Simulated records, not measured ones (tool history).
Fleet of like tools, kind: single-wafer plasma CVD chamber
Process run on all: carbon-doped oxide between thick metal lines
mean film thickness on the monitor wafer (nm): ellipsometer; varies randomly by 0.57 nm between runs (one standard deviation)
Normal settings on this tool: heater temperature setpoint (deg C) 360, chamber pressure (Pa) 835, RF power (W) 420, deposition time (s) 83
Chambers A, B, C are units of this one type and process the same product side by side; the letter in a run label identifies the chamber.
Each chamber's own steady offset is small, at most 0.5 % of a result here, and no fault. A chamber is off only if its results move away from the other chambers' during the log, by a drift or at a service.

run	hour	heater temperature setpoint (deg C)	chamber pressure (Pa)	RF power (W)	deposition time (s)	read-back reference wafer on the same gauge, thickness_nm	mean film thickness on the monitor wafer (nm)
1C	6.0	360	835	420	83	319.02	375.43
2A	15.0	360	835	420	83	319.07	376.05
3B	24.0	360	835	420	83	319.21	374.17
4C	30.5	360	835	420	83	319.26	376.79
5B	43.3	360	835	420	83	319.17	374.52
6A	54.9	360	835	420	83	319.36	377.19
7A	61.5	360	835	420	83	319.28	376.47
8C	74.2	360	835	420	83	319.50	376.93
9B	83.1	360	835	420	83	319.55	374.51
10C	95.5	360	835	420	83	319.59	375.37
11A	101.5	360	835	420	83	319.65	376.88
12B	113.5	360	911	420	83	319.68	378.45
13A	122.4	360	911	420	83	319.75	380.17
14B	127.9	360	911	420	83	319.71	378.03
15C	138.3	360	835	420	83	319.90	376.35
16C	148.9	360	835	420	83	319.95	376.68
17A	157.1	360	835	420	83	319.98	377.83
18B	165.0	360	835	420	83	320.08	374.63
19B	175.3	360	835	420	83	320.04	375.87
20A	183.1	360	835	420	83	320.20	376.77
21C	193.4	360	835	420	83	320.14	376.62
22C	199.4	360	835	420	83	320.27	376.91
# hour 206.5: chamber C: RF generator calibrated
23A	210.2	360	835	420	83	320.43	378.00
24B	215.8	360	835	420	83	320.21	375.81
# hour 216.3: chamber B: thermocouple changed; heater temperature recalibrated
25C	221.8	360	989	420	83	320.32	382.87
26B	229.0	360	989	420	83	320.34	381.21
27A	237.6	360	989	420	83	320.43	383.67
28A	248.4	360	835	420	83	320.50	378.58
29B	259.4	360	835	420	83	320.55	375.05
30C	270.3	371	835	345	83	320.53	317.41
31B	278.2	371	835	345	83	320.69	315.23
32C	284.8	371	835	345	83	320.81	317.93
33A	293.0	360	835	420	83	320.78	378.83
34C	300.7	360	835	420	83	320.87	377.70
35B	307.3	360	835	420	83	320.93	376.55
36A	314.3	360	835	420	83	320.83	378.89

Which is it: a chamber that has drifted or been left off by a service, a gauge drift common to all chambers, or only each chamber's usual small offset? If a chamber is off, name it and its likeliest cause.

None of the chambers is off. What moves is the gauge, dragging all their readings along together.
Most likely cause: gauge reads high (%) = 0.622.

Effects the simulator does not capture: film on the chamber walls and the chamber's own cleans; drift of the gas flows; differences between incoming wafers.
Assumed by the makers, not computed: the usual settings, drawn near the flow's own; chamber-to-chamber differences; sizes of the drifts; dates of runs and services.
